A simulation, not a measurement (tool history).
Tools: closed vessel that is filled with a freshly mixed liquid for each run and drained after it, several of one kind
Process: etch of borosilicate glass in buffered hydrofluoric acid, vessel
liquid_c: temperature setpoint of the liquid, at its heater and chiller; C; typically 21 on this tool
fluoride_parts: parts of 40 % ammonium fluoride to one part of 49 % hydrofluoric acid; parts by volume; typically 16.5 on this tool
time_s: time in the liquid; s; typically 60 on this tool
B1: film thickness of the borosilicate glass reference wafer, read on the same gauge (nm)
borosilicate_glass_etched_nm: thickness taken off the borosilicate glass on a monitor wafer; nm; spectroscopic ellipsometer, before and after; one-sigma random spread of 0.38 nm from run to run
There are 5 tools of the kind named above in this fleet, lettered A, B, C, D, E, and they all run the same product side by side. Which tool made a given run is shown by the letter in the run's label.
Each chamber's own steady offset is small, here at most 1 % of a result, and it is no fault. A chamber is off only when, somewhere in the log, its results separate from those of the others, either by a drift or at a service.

{"run": "1C", "hour": 3.2, "liquid_c": 21, "fluoride_parts": 16.5, "time_s": 60, "B1": 89.947, "borosilicate_glass_etched_nm": 38.864}
{"run": "2E", "hour": 7.9, "liquid_c": 21, "fluoride_parts": 16.5, "time_s": 60, "B1": 89.987, "borosilicate_glass_etched_nm": 38.69}
{"run": "3B", "hour": 11.6, "liquid_c": 21, "fluoride_parts": 16.5, "time_s": 60, "B1": 90.033, "borosilicate_glass_etched_nm": 38.758}
{"run": "4D", "hour": 16.5, "liquid_c": 21, "fluoride_parts": 16.5, "time_s": 60, "B1": 89.98, "borosilicate_glass_etched_nm": 39.199}
{"run": "5A", "hour": 20.8, "liquid_c": 21, "fluoride_parts": 16.5, "time_s": 60, "B1": 90.013, "borosilicate_glass_etched_nm": 39.003}
{"run": "6B", "hour": 23.4, "liquid_c": 21, "fluoride_parts": 16.5, "time_s": 60, "B1": 90.006, "borosilicate_glass_etched_nm": 38.434}
{"run": "7D", "hour": 26.8, "liquid_c": 21, "fluoride_parts": 16.5, "time_s": 60, "B1": 89.954, "borosilicate_glass_etched_nm": 39.338}
{"run": "8C", "hour": 31.5, "liquid_c": 21, "fluoride_parts": 16.5, "time_s": 60, "B1": 89.991, "borosilicate_glass_etched_nm": 39.321}
{"run": "9A", "hour": 33.8, "liquid_c": 21, "fluoride_parts": 16.5, "time_s": 60, "B1": 89.992, "borosilicate_glass_etched_nm": 39.194}
{"run": "10E", "hour": 38.2, "liquid_c": 21, "fluoride_parts": 16.5, "time_s": 60, "B1": 89.994, "borosilicate_glass_etched_nm": 39.112}
{"run": "11D", "hour": 41.9, "liquid_c": 21, "fluoride_parts": 16.5, "time_s": 60, "B1": 90.028, "borosilicate_glass_etched_nm": 38.993}
{"run": "12B", "hour": 44.8, "liquid_c": 21, "fluoride_parts": 16.5, "time_s": 60, "B1": 89.995, "borosilicate_glass_etched_nm": 39.126}
{"run": "13E", "hour": 49.6, "liquid_c": 21, "fluoride_parts": 16.5, "time_s": 60, "B1": 90.041, "borosilicate_glass_etched_nm": 38.554}
{"run": "14A", "hour": 53.8, "liquid_c": 21, "fluoride_parts": 16.5, "time_s": 60, "B1": 89.973, "borosilicate_glass_etched_nm": 39.399}
{"run": "15C", "hour": 57.0, "liquid_c": 21, "fluoride_parts": 16.5, "time_s": 60, "B1": 89.973, "borosilicate_glass_etched_nm": 38.86}
{"run": "16D", "hour": 59.5, "liquid_c": 21, "fluoride_parts": 16.5, "time_s": 60, "B1": 89.964, "borosilicate_glass_etched_nm": 39.342}
{"run": "17C", "hour": 62.9, "liquid_c": 17, "fluoride_parts": 16.5, "time_s": 60, "B1": 89.933, "borosilicate_glass_etched_nm": 31.392}
{"run": "18E", "hour": 65.1, "liquid_c": 17, "fluoride_parts": 16.5, "time_s": 60, "B1": 89.988, "borosilicate_glass_etched_nm": 30.972}
{"run": "19A", "hour": 69.6, "liquid_c": 17, "fluoride_parts": 16.5, "time_s": 60, "B1": 90.024, "borosilicate_glass_etched_nm": 31.448}
{"run": "20B", "hour": 74.3, "liquid_c": 17, "fluoride_parts": 16.5, "time_s": 60, "B1": 89.927, "borosilicate_glass_etched_nm": 31.988}
{"hour": 74.5, "done": "chamber D: hydrofluoric acid flow meter replaced"}
{"run": "21A", "hour": 77.2, "liquid_c": 17, "fluoride_parts": 16.5, "time_s": 60, "B1": 90.046, "borosilicate_glass_etched_nm": 30.895}
{"run": "22B", "hour": 81.6, "liquid_c": 21, "fluoride_parts": 16.5, "time_s": 60, "B1": 89.997, "borosilicate_glass_etched_nm": 40.134}
{"run": "23E", "hour": 85.0, "liquid_c": 21, "fluoride_parts": 16.5, "time_s": 60, "B1": 89.99, "borosilicate_glass_etched_nm": 39.187}
{"run": "24D", "hour": 88.4, "liquid_c": 21, "fluoride_parts": 16.5, "time_s": 60, "B1": 89.998, "borosilicate_glass_etched_nm": 38.817}
{"run": "25C", "hour": 92.6, "liquid_c": 21, "fluoride_parts": 16.5, "time_s": 60, "B1": 89.981, "borosilicate_glass_etched_nm": 39.009}
{"run": "26C", "hour": 95.6, "liquid_c": 21, "fluoride_parts": 16.5, "time_s": 60, "B1": 90.01, "borosilicate_glass_etched_nm": 38.489}
{"run": "27D", "hour": 99.4, "liquid_c": 21, "fluoride_parts": 16.5, "time_s": 60, "B1": 90.051, "borosilicate_glass_etched_nm": 38.948}
{"run": "28B", "hour": 104.3, "liquid_c": 21, "fluoride_parts": 16.5, "time_s": 60, "B1": 90.015, "borosilicate_glass_etched_nm": 40.063}
{"run": "29E", "hour": 106.8, "liquid_c": 21, "fluoride_parts": 16.5, "time_s": 60, "B1": 90.012, "borosilicate_glass_etched_nm": 39.555}
{"run": "30A", "hour": 110.7, "liquid_c": 21, "fluoride_parts": 16.5, "time_s": 60, "B1": 89.957, "borosilicate_glass_etched_nm": 39.015}
{"run": "31B", "hour": 114.1, "liquid_c": 24, "fluoride_parts": 13.5, "time_s": 60, "B1": 89.982, "borosilicate_glass_etched_nm": 58.64}
{"run": "32A", "hour": 117.6, "liquid_c": 24, "fluoride_parts": 13.5, "time_s": 60, "B1": 90.008, "borosilicate_glass_etched_nm": 56.811}
{"run": "33E", "hour": 122.3, "liquid_c": 24, "fluoride_parts": 13.5, "time_s": 60, "B1": 90.062, "borosilicate_glass_etched_nm": 56.37}
{"run": "34D", "hour": 126.6, "liquid_c": 24, "fluoride_parts": 13.5, "time_s": 60, "B1": 89.991, "borosilicate_glass_etched_nm": 55.463}
{"run": "35C", "hour": 130.2, "liquid_c": 24, "fluoride_parts": 13.5, "time_s": 60, "B1": 89.974, "borosilicate_glass_etched_nm": 54.687}
{"run": "36B", "hour": 133.3, "liquid_c": 21, "fluoride_parts": 16.5, "time_s": 60, "B1": 89.968, "borosilicate_glass_etched_nm": 40.944}
{"run": "37D", "hour": 135.7, "liquid_c": 21, "fluoride_parts": 16.5, "time_s": 60, "B1": 90.035, "borosilicate_glass_etched_nm": 38.474}
{"run": "38A", "hour": 139.6, "liquid_c": 21, "fluoride_parts": 16.5, "time_s": 60, "B1": 89.994, "borosilicate_glass_etched_nm": 38.729}
{"run": "39E", "hour": 143.8, "liquid_c": 21, "fluoride_parts": 16.5, "time_s": 60, "B1": 90.024, "borosilicate_glass_etched_nm": 39.73}
{"run": "40C", "hour": 146.7, "liquid_c": 21, "fluoride_parts": 16.5, "time_s": 60, "B1": 89.98, "borosilicate_glass_etched_nm": 39.027}
{"run": "41D", "hour": 149.1, "liquid_c": 21, "fluoride_parts": 16.5, "time_s": 60, "B1": 90.028, "borosilicate_glass_etched_nm": 39.104}
{"run": "42B", "hour": 153.0, "liquid_c": 21, "fluoride_parts": 16.5, "time_s": 60, "B1": 90.009, "borosilicate_glass_etched_nm": 40.596}
{"run": "43E", "hour": 155.3, "liquid_c": 21, "fluoride_parts": 16.5, "time_s": 60, "B1": 89.998, "borosilicate_glass_etched_nm": 39.558}

All chambers now run identical settings, listed one chamber a line with results as question marks. What results will each chamber show?
{"run": "44A", "hour": 158.8, "liquid_c": 21, "fluoride_parts": 16.5, "time_s": 60, "borosilicate_glass_etched_nm": "?"}
{"run": "44B", "hour": 158.8, "liquid_c": 21, "fluoride_parts": 16.5, "time_s": 60, "borosilicate_glass_etched_nm": "?"}
{"run": "44C", "hour": 158.8, "liquid_c": 21, "fluoride_parts": 16.5, "time_s": 60, "borosilicate_glass_etched_nm": "?"}
{"run": "44D", "hour": 158.8, "liquid_c": 21, "fluoride_parts": 16.5, "time_s": 60, "borosilicate_glass_etched_nm": "?"}
{"run": "44E", "hour": 158.8, "liquid_c": 21, "fluoride_parts": 16.5, "time_s": 60, "borosilicate_glass_etched_nm": "?"}

run=44A borosilicate_glass_etched_nm=39.335
run=44B borosilicate_glass_etched_nm=41.589
run=44C borosilicate_glass_etched_nm=38.932
run=44D borosilicate_glass_etched_nm=38.710
run=44E borosilicate_glass_etched_nm=38.615
